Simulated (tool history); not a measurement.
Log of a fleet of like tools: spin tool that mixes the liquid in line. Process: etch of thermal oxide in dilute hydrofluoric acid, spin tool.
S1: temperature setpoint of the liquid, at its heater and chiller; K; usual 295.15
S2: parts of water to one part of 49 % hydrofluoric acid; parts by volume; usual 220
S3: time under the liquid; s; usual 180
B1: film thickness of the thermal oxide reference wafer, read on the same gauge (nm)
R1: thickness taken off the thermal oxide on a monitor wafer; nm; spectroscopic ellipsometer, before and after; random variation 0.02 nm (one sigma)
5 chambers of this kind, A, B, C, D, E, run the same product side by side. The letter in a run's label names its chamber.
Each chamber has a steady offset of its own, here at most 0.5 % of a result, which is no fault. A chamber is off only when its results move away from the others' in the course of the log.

run,hour,S1,S2,S3,B1,R1
1D,12.7,295.15,220,180,110.01,3.0175
2A,23,295.15,220,180,109.99,2.9865
3B,32.8,295.15,220,180,110,2.9612
4E,42.7,295.15,220,180,109.99,2.9907
5C,50.4,295.15,220,180,109.96,3.0559
6E,62.1,299.15,220,180,110.02,3.4993
7B,68,299.15,220,180,110.03,3.4787
8D,81.1,299.15,220,180,109.99,3.5128
9A,90.9,299.15,220,180,109.99,3.4812
10C,101.6,299.15,220,180,110,3.482
11E,113.1,295.15,220,180,109.98,3.0365
12C,119.2,295.15,220,180,109.99,2.9906
13D,132.1,295.15,220,180,110,3.0168
14A,140.5,295.15,220,180,110.01,2.9874
15B,149.6,295.15,120,85,110.01,2.9169
16D,157.7,295.15,120,85,110.02,2.8705
17E,170.7,295.15,120,85,109.98,2.9376
18B,179.9,295.15,120,85,109.99,2.8851
19C,189.7,295.15,120,85,110,2.8499
20A,195.8,295.15,220,180,109.97,3.012
21E,208,295.15,220,180,109.99,3.023
22A,216.4,295.15,220,180,110.02,2.9707
23C,229.8,295.15,220,180,110.01,3.0092
24B,238.8,295.15,220,180,109.99,3.0042
# hour 239.2: chamber E: thermometer replaced
# hour 239.2: chamber A: thermometer replaced
25D,245.1,295.15,220,180,110.01,3.0188
26C,253.8,295.15,220,180,110.01,3.0132
27B,260.3,295.15,220,180,110,3.015
28E,273.7,295.15,220,180,110,3.0054
29D,279.7,295.15,220,180,109.99,3.0003
30A,292.7,295.15,220,180,110,3.0054
31D,304.4,295.15,220,180,109.97,3.035
32E,315.9,295.15,220,180,109.99,3.0247
33B,323.3,295.15,220,180,110.01,3.0329
34C,335.2,295.15,220,180,110.01,2.9945

What goes on in this fleet: one chamber off, a drifting gauge, or nothing beyond the chambers' own small offsets? Name the chamber and the cause, if any.

No chamber stands off beyond its own small offset, and the gauge holds steady.
